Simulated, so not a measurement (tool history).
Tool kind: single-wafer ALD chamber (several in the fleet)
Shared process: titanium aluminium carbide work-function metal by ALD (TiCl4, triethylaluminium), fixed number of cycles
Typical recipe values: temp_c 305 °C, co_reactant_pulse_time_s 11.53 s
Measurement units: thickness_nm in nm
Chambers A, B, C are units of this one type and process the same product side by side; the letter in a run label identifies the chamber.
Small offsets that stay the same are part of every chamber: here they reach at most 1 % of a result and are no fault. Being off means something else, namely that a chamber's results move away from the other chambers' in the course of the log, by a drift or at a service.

run    day  temp_c  co_reactant_pulse_time_s  read-back reference wafer on the same gauge, thickness_nm  thickness_nm
 1A  0.204     305                     11.53                                                     1.6598        2.0769
 2C  0.379     305                     11.53                                                       1.66         2.084
 3B  0.508     305                     11.53                                                     1.6597        2.0782
 4B  0.712     305                     11.53                                                     1.6593        2.0773
 5C  0.904     305                     11.53                                                     1.6592        2.0765
 6A  1.104     305                     11.53                                                     1.6592        2.0709
 7C  1.229     305                     11.53                                                     1.6589        2.0809
 8B  1.417     318                     10.05                                                      1.658        2.1633
 9A  1.596     318                     10.05                                                     1.6585        2.1606
10A    1.7     318                     10.05                                                     1.6582        2.1608
11C  1.846     305                     11.53                                                     1.6583          2.08
     2.017  -- chamber C: thermocouple changed; heater temperature recalibrated
12B  2.062     305                     11.53                                                     1.6578        2.0774
13A  2.229     305                     11.53                                                     1.6574        2.0673
14C  2.362     305                     11.53                                                     1.6576        2.0818
15B  2.496     305                     11.53                                                     1.6568        2.0741
16B  2.604     305                     11.53                                                     1.6575        2.0722
17C  2.712     305                     11.53                                                     1.6573         2.081
18A  2.921     305                     11.53                                                     1.6568        2.0724
19B  3.133     305                     11.53                                                     1.6565        2.0725
20A  3.317     305                     11.53                                                     1.6569        2.0725
21C  3.454     305                     11.53                                                     1.6565        2.0752
22C  3.583     305                     11.53                                                     1.6561        2.0813
23B  3.804     305                     11.53                                                     1.6559        2.0726
24A  4.021     305                     11.53                                                      1.656        2.0696
25C  4.133     305                     11.53                                                     1.6556        2.0784
26A  4.238     305                     11.53                                                     1.6557        2.0729
27B   4.35     305                     11.53                                                     1.6557         2.072
28C  4.558     305                     11.53                                                     1.6556        2.0802
29B  4.762     315                     11.53                                                     1.6552        2.1604
30A  4.967     315                     11.53                                                     1.6548        2.1546
31A  5.088     315                     11.53                                                     1.6543        2.1549
32C  5.275     305                      8.85                                                     1.6547        2.0135
33B   5.45     305                      8.85                                                     1.6549        2.0096
34A  5.608     305                      8.85                                                     1.6543        2.0071
35C  5.796     305                     11.53                                                     1.6546         2.076
36B  6.004     305                     11.53                                                     1.6538        2.0684
     6.042  -- chamber B: triethylaluminium bottle replaced
37C  6.208     305                     11.53                                                     1.6542        2.0799
38A  6.412     305                     11.53                                                     1.6535        2.0683
39B  6.629     305                     11.53                                                      1.653        2.0681

Next, every chamber runs the same settings. What will each give?
40A  6.788     305                     11.53                                                                        ?
40B  6.788     305                     11.53                                                                        ?
40C  6.788     305                     11.53                                                                        ?

run  thickness_nm
40A        2.0642
40B        2.0689
40C        2.0784
